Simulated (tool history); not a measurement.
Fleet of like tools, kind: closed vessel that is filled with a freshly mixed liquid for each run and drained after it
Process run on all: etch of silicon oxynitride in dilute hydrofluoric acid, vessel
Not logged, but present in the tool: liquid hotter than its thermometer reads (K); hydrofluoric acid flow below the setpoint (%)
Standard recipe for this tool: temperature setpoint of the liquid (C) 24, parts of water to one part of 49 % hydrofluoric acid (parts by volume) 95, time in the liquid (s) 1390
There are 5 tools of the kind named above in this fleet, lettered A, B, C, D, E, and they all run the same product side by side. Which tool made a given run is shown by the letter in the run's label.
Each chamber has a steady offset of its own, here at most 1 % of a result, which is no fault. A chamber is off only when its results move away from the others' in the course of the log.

run     day  temperature setpoint of the liquid (C)  parts of water to one part of 49 % hydrofluoric acid (parts by volume)  time in the liquid (s)  hours since the thermometer was replaced  hours since the hydrofluoric acid flow meter was replaced  read-back film thickness of the silicon oxynitride reference wafer, read on the same gauge (nm)  thickness taken off the silicon oxynitride on a monitor wafer (Å)
 1B   0.283                                      24                                                                      95                    1390                                     358.6                                                     1130.8                                                                                           80.004                                                             329.45
 2E   0.638                                      24                                                                      95                    1390                                      49.5                                                      348.0                                                                                           79.995                                                             329.94
 3C   0.883                                      24                                                                      95                    1390                                    1368.5                                                     1600.5                                                                                           80.026                                                             330.19
 4D   1.200                                      24                                                                      95                    1390                                     407.1                                                      778.6                                                                                           79.977                                                             326.23
 5A   1.583                                      24                                                                      95                    1390                                    2513.5                                                     1286.1                                                                                           80.002                                                             331.94
 6E   1.775                                      24                                                                      95                    1390                                      76.8                                                      375.3                                                                                           79.981                                                             332.28
 7B   2.108                                      24                                                                      95                    1390                                     402.4                                                     1174.6                                                                                           80.003                                                             329.32
 8C   2.488                                      24                                                                      95                    1390                                    1407.0                                                     1639.0                                                                                           80.014                                                             329.22
 9D   2.762                                      24                                                                      95                    1390                                     444.6                                                      816.1                                                                                           80.012                                                             330.05
10A   3.033                                      24                                                                      95                    1390                                    2548.3                                                     1320.9                                                                                           80.016                                                             330.55
      3.171  -- chamber C: thermometer replaced
11D   3.338                                      24                                                                      95                    1390                                     458.4                                                      829.9                                                                                           80.001                                                             328.32
12E   3.721                                      24                                                                      95                    1390                                     123.5                                                      422.0                                                                                           79.993                                                             323.25
13A   4.162                                      24                                                                      95                    1390                                    2575.4                                                     1348.0                                                                                           80.012                                                             333.83
14B   4.483                                      24                                                                      95                    1390                                     459.4                                                     1231.6                                                                                           80.003                                                             329.71
15C   4.833                                      24                                                                      95                    1390                                      40.0                                                     1695.3                                                                                           80.007                                                             325.66
16A   5.162                                      24                                                                     140                     670                                    2599.4                                                     1372.0                                                                                           80.003                                                             103.51
17B   5.571                                      24                                                                     140                     670                                     485.5                                                     1257.7                                                                                           80.005                                                             102.59
18E   5.862                                      24                                                                     140                     670                                     174.9                                                      473.4                                                                                           79.996                                                             100.65
19C   6.200                                      24                                                                     140                     670                                      72.8                                                     1728.1                                                                                           79.992                                                             103.81
20D   6.471                                      24                                                                     140                     670                                     533.6                                                      905.1                                                                                           80.007                                                             102.94
21A   6.733                                      24                                                                      95                    1390                                    2637.1                                                     1409.7                                                                                           80.000                                                             332.90
22D   7.125                                      24                                                                      95                    1390                                     549.3                                                      920.8                                                                                           79.984                                                             332.59
23C   7.529                                      24                                                                      95                    1390                                     104.7                                                     1760.0                                                                                           80.001                                                             327.89
      7.750  -- chamber A: thermometer replaced
24E   7.808                                      24                                                                      95                    1390                                     221.6                                                      520.1                                                                                           79.994                                                             312.84
25B   8.196                                      24                                                                      95                    1390                                     548.5                                                     1320.7                                                                                           79.977                                                             333.62
26E   8.496                                      24                                                                      95                    1390                                     238.1                                                      536.6                                                                                           79.988                                                             304.39
27C   8.708                                      24                                                                      95                    1390                                     133.0                                                     1788.3                                                                                           80.012                                                             331.78
28A   9.092                                      24                                                                      95                    1390                                      32.2                                                     1466.3                                                                                           80.021                                                             331.27
29D   9.308                                      28                                                                      95                     810                                     601.7                                                      973.2                                                                                           80.003                                                             235.07
30B   9.567                                      28                                                                      95                     810                                     581.4                                                     1353.6                                                                                           79.989                                                             233.43
31E   9.933                                      28                                                                      95                     810                                     272.6                                                      571.1                                                                                           79.986                                                             211.83
32C  10.175                                      28                                                                      95                     810                                     168.2                                                     1823.5                                                                                           80.002                                                             232.00
33A  10.583                                      28                                                                      95                     810                                      68.0                                                     1502.1                                                                                           80.042                                                             231.59

The same settings go to every chamber for the next run, one line per chamber below. Forecast the results for each:
34A  10.900                                      24                                                                      95                    1390                                                                                                                                                                                                                                                                        ?
34B  10.900                                      24                                                                      95                    1390                                                                                                                                                                                                                                                                        ?
34C  10.900                                      24                                                                      95                    1390                                                                                                                                                                                                                                                                        ?
34D  10.900                                      24                                                                      95                    1390                                                                                                                                                                                                                                                                        ?
34E  10.900                                      24                                                                      95                    1390                                                                                                                                                                                                                                                                        ?

run  thickness taken off the silicon oxynitride on a monitor wafer (Å)
34A                                                             324.88
34B                                                             331.04
34C                                                             327.86
34D                                                             329.38
34E                                                             303.46
